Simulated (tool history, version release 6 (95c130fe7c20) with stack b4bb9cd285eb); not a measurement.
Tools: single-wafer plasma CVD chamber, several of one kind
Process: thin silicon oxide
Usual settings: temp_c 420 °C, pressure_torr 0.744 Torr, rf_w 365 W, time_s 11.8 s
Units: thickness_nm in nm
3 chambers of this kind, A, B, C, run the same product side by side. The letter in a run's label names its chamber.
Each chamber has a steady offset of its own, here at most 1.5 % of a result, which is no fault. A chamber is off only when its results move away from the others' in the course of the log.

run,hour,temp_c,pressure_torr,rf_w,time_s,hours since the last thermocouple change,hours since the last RF generator calibration,hours since the last manometer calibration,"read-back reference wafer on the same gauge, thickness_nm",thickness_nm
1B,12.0,420,0.744,365,11.8,1368.1,887.6,611.0,18.102,21.401
2A,25.2,420,0.744,365,11.8,1229.3,540.7,977.7,18.107,21.783
3C,37.0,420,0.744,365,11.8,212.0,724.8,905.2,18.101,21.559
4A,47.8,420,0.744,365,11.8,1251.9,563.3,1000.3,18.079,21.876
5C,57.4,410,0.744,365,13.0,232.4,745.2,925.6,18.074,23.763
6B,67.6,410,0.744,365,13.0,1423.7,943.2,666.6,18.118,23.657
7C,77.4,410,0.744,365,13.0,252.4,765.2,945.6,18.083,23.746
8B,89.7,420,0.595,400,11.8,1445.8,965.3,688.7,18.097,17.547
9A,100.8,420,0.595,400,11.8,1304.9,616.3,1053.3,18.099,17.645
# hour 112.7: chamber A: capacitance manometer re-zeroed and calibrated
10A,113.7,420,0.595,400,11.8,1317.8,629.2,1.1,18.103,18.258
11B,127.1,420,0.744,365,11.8,1483.2,1002.7,726.1,18.117,21.395
12C,138.3,420,0.840,430,11.8,313.3,826.1,1006.5,18.105,25.361
13C,148.0,420,0.840,430,11.8,323.0,835.8,1016.2,18.101,25.429
14A,157.3,420,0.840,430,11.8,1361.4,672.8,44.7,18.090,26.346
# hour 159.0: chamber C: capacitance manometer re-zeroed and calibrated
15B,171.1,420,0.744,365,11.8,1527.2,1046.7,770.1,18.086,21.396
16B,181.9,420,0.744,365,11.8,1538.0,1057.5,780.9,18.097,21.390
17A,189.4,431,0.744,365,11.8,1393.5,704.9,76.8,18.095,22.269
18C,201.3,431,0.744,365,11.8,376.3,889.1,42.4,18.115,21.380
19A,212.4,431,0.744,365,11.8,1416.5,727.9,99.8,18.082,22.178
# hour 223.4: chamber A: RF generator calibrated
20B,225.6,420,0.744,365,11.8,1581.7,1101.2,824.6,18.107,21.245
21C,236.4,420,0.744,365,11.8,411.4,924.2,77.5,18.098,21.526
22A,249.3,406,0.744,390,11.8,1453.4,26.0,136.7,18.112,22.994
23C,260.1,406,0.744,390,11.8,435.1,947.9,101.2,18.124,22.302
24B,273.0,406,0.744,390,11.8,1629.1,1148.6,872.0,18.123,22.054
25B,279.4,420,0.744,365,11.8,1635.5,1155.0,878.4,18.118,21.346
26C,288.2,420,0.744,365,11.8,463.2,976.0,129.3,18.096,21.426

What goes on in this fleet: one chamber off, a drifting gauge, or nothing beyond the chambers' own small offsets? Name the chamber and the cause, if any.

A service left chamber A off against the others.
Cause: true pressure above the setpoint (%) = 2.5.

Here are 4 candidates for chamber A's next run, each the usual settings with a change, their results left as question marks. Which one brings its results back in line with what the others give on the usual settings?
In line means no further than this from the other chambers' mean on the usual settings: thickness_nm 0.310 nm
27A-1,298.7,420,0.744,330,11.8,,,,,?
27A-2,298.7,420,0.773,365,11.8,,,,,?
27A-3,298.7,420,0.750,365,11.9,,,,,?
27A-4,298.7,420,0.734,365,11.8,,,,,?

The other chambers' mean on the usual settings: thickness_nm 21.468 nm
run,thickness_nm
27A-1,21.451
27A-2,23.139
27A-3,22.666
27A-4,22.015
27A-1 brings the chamber back in line.
